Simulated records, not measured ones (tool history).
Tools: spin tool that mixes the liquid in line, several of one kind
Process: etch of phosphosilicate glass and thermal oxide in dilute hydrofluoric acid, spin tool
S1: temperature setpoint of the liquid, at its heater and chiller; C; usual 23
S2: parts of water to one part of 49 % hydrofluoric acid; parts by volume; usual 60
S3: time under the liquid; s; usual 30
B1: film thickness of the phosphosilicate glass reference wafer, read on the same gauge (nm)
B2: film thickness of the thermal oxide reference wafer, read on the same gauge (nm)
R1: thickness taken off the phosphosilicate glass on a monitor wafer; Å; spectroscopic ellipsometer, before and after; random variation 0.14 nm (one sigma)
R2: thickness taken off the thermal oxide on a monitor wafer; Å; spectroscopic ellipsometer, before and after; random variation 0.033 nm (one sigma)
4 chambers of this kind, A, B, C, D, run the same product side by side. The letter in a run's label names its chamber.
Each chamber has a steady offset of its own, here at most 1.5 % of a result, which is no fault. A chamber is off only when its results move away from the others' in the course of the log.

| run | hour | S1 | S2 | S3 | B1 | B2 | R1 | R2 |
|---|---|---|---|---|---|---|---|---|
| 1C | 5.4 | 23 | 60 | 30 | 79.991 | 100.000 | 303.06 | 22.809 |
| 2B | 10.4 | 23 | 60 | 30 | 79.966 | 100.020 | 306.62 | 23.794 |
| 3A | 15.8 | 23 | 60 | 30 | 79.961 | 99.981 | 307.06 | 23.185 |
| 4D | 22.5 | 23 | 60 | 30 | 79.924 | 99.995 | 303.54 | 23.455 |
| 5C | 31.0 | 23 | 60 | 30 | 80.038 | 99.997 | 301.93 | 23.252 |
|  | 36.3 | chamber C: thermometer replaced |
| 6D | 40.3 | 23 | 60 | 30 | 79.980 | 100.000 | 306.15 | 22.894 |
| 7B | 48.4 | 23 | 60 | 20 | 79.999 | 100.010 | 203.98 | 15.406 |
| 8A | 56.3 | 23 | 60 | 20 | 79.992 | 99.990 | 203.43 | 15.074 |
| 9B | 61.4 | 23 | 60 | 20 | 79.981 | 100.010 | 201.87 | 15.480 |
| 10A | 68.1 | 23 | 60 | 20 | 80.048 | 99.998 | 203.45 | 14.934 |
| 11D | 74.7 | 23 | 60 | 30 | 79.970 | 99.997 | 304.03 | 22.952 |
| 12C | 81.7 | 23 | 60 | 30 | 80.017 | 100.000 | 302.47 | 23.299 |
| 13A | 88.0 | 23 | 60 | 30 | 79.999 | 99.994 | 306.64 | 22.640 |
| 14C | 96.1 | 23 | 60 | 30 | 79.998 | 100.020 | 299.71 | 23.562 |
| 15D | 105.1 | 23 | 60 | 30 | 80.034 | 100.010 | 304.12 | 22.914 |
| 16B | 114.0 | 23 | 60 | 30 | 80.006 | 100.000 | 303.91 | 24.007 |
| 17C | 122.2 | 23 | 60 | 30 | 79.970 | 100.000 | 301.39 | 22.939 |
| 18A | 130.2 | 23 | 60 | 30 | 80.011 | 99.985 | 306.37 | 23.320 |
| 19B | 138.6 | 25 | 75 | 30 | 80.019 | 99.997 | 261.70 | 19.774 |
| 20D | 145.8 | 25 | 75 | 30 | 79.996 | 100.000 | 259.67 | 19.909 |
| 21D | 152.8 | 25 | 75 | 30 | 79.951 | 99.989 | 261.04 | 19.643 |
| 22B | 161.3 | 25 | 75 | 30 | 79.990 | 100.010 | 260.19 | 19.588 |
| 23A | 169.6 | 23 | 60 | 30 | 79.956 | 100.010 | 306.66 | 22.822 |
| 24C | 174.4 | 23 | 60 | 30 | 80.024 | 100.010 | 305.07 | 23.241 |
| 25A | 182.7 | 23 | 60 | 40 | 79.976 | 99.993 | 406.41 | 30.422 |
| 26D | 189.8 | 23 | 60 | 40 | 80.038 | 99.998 | 406.21 | 30.892 |
| 27B | 196.1 | 23 | 60 | 40 | 80.021 | 100.020 | 406.04 | 30.999 |
| 28C | 201.5 | 23 | 60 | 40 | 80.000 | 99.994 | 402.11 | 31.205 |
| 29C | 210.9 | 23 | 60 | 30 | 80.028 | 99.997 | 300.88 | 23.571 |
| 30B | 216.1 | 23 | 60 | 30 | 79.989 | 100.010 | 306.36 | 23.459 |
| 31D | 221.0 | 23 | 60 | 30 | 79.994 | 99.997 | 304.43 | 23.372 |
| 32A | 227.0 | 23 | 60 | 30 | 80.015 | 100.010 | 305.26 | 22.833 |
| 33A | 234.5 | 23 | 60 | 30 | 79.978 | 100.010 | 306.58 | 23.061 |
| 34B | 241.2 | 23 | 60 | 30 | 79.969 | 100.000 | 301.76 | 22.678 |

Next, every chamber runs the same settings. What will each give?
| 35A | 247.9 | 23 | 30 | 30 |  |  | ? | ? |
| 35B | 247.9 | 23 | 30 | 30 |  |  | ? | ? |
| 35C | 247.9 | 23 | 30 | 30 |  |  | ? | ? |
| 35D | 247.9 | 23 | 30 | 30 |  |  | ? | ? |

| run | R1 | R2 |
|---|---|---|
| 35A | 629.29 | 46.484 |
| 35B | 624.16 | 48.354 |
| 35C | 635.80 | 49.504 |
| 35D | 631.16 | 49.241 |

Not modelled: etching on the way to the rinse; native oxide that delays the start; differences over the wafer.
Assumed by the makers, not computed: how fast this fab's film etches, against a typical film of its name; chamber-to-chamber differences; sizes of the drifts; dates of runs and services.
